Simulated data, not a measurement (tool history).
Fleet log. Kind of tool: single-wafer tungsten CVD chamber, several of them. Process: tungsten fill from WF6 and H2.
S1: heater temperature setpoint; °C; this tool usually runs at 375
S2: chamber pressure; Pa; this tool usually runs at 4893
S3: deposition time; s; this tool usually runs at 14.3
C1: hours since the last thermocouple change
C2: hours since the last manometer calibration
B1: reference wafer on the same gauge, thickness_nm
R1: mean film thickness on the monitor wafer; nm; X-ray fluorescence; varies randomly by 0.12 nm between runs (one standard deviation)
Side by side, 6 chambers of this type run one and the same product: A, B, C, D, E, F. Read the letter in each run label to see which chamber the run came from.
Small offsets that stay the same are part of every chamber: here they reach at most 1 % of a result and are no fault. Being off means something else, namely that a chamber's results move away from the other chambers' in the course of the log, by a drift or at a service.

run   hour   S1    S2    S3      C1      C2      B1      R1
 1B    3.1  375  4893  14.3  1536.7   782.5  28.282   28.16
 2F    5.2  375  4893  14.3  1940.9  1523.1  28.299  27.866
 3D    8.6  375  4893  14.3   369.1   807.8  28.285  27.883
 4A     12  375  4893  14.3   248.9    21.7  28.313  28.035
 5E   15.6  375  4893  14.3  1467.5  1262.9  28.347   27.81
 6C   19.6  375  4893  14.3   104.1    48.2   28.28  27.618
 7D   22.5  375  4893  14.3     383   821.7  28.333  27.808
 8B   25.3  375  4893  14.3  1558.9   804.7  28.265  28.132
 9F   27.8  375  4893  14.3  1963.5  1545.7  28.303  27.778
10A   31.7  368  4440  14.3   268.6    41.4  28.308  23.151
11C   36.3  368  4440  14.3   120.8    64.9  28.274  22.857
12E     39  368  4440  14.3  1490.9  1286.3    28.3  23.096
13B   41.3  368  4440  14.3  1574.9   820.7  28.282  22.979
14F   43.4  368  4440  14.3  1979.1  1561.3  28.281   22.89
15A   46.2  368  4440  14.3   283.1    55.9  28.298  23.172
16E   49.2  375  4893  14.3  1501.1  1296.5  28.267  27.779
17C   51.3  375  4893  14.3   135.8    79.9  28.274  27.853
      52.6  -- chamber F: thermocouple changed; heater temperature recalibrated
18D   53.6  375  4893  14.3   414.1   852.8  28.336  27.873
19F   55.7  375  4893  14.3     3.1  1573.6  28.279  26.805
20A   59.1  375  4893  14.3     296    68.8  28.317  28.112
21E     62  375  4893  14.3  1513.9  1309.3  28.293  27.992
22D   64.3  375  4893  14.3   424.8   863.5  28.308  27.865
23B   67.7  375  4893  14.3  1601.3   847.1  28.327  27.997
24C   69.9  375  4893  14.3   154.4    98.5  28.336  27.763
25D   72.8  375  4893  14.3   433.3     872  28.307  28.159
26C   77.5  375  4893  14.3     162   106.1  28.288  27.903
27B   80.1  375  4893  14.3  1613.7   859.5  28.284  28.112
28A   82.7  375  4893  14.3   319.6    92.4  28.267  28.052
29F   85.7  375  4893  14.3    33.1  1603.6  28.326  26.981
30E     89  375  4893  14.3  1540.9  1336.3  28.296  27.968
31F     93  375  4893  14.3    40.4  1610.9  28.332  26.827
32C     97  375  4893  14.3   181.5   125.6   28.29  27.687
33D  101.1  375  4893  14.3   461.6   900.3  28.287  27.712
34B  104.8  375  4893  14.3  1638.4   884.2  28.282  28.114
35A    107  375  4893  14.3   343.9   116.7  28.327  27.998
36E  111.2  375  4893  14.3  1563.1  1358.5  28.256   27.96
37A  114.9  375  4893  14.3   351.8   124.6  28.272  27.976
38B  119.3  375  4893  14.3  1652.9   898.7  28.295  27.933
39F  122.6  375  4893  14.3      70  1640.5  28.285  26.894
40E  126.8  375  4893  14.3  1578.7  1374.1  28.294  27.963

The same settings go to every chamber for the next run, one line per chamber below. Forecast the results for each:
41A  130.2  384  4893  14.3               ?
41B  130.2  384  4893  14.3               ?
41C  130.2  384  4893  14.3               ?
41D  130.2  384  4893  14.3               ?
41E  130.2  384  4893  14.3               ?
41F  130.2  384  4893  14.3               ?

run      R1
41A  33.511
41B  33.625
41C  33.172
41D  33.214
41E  33.357
41F  32.339
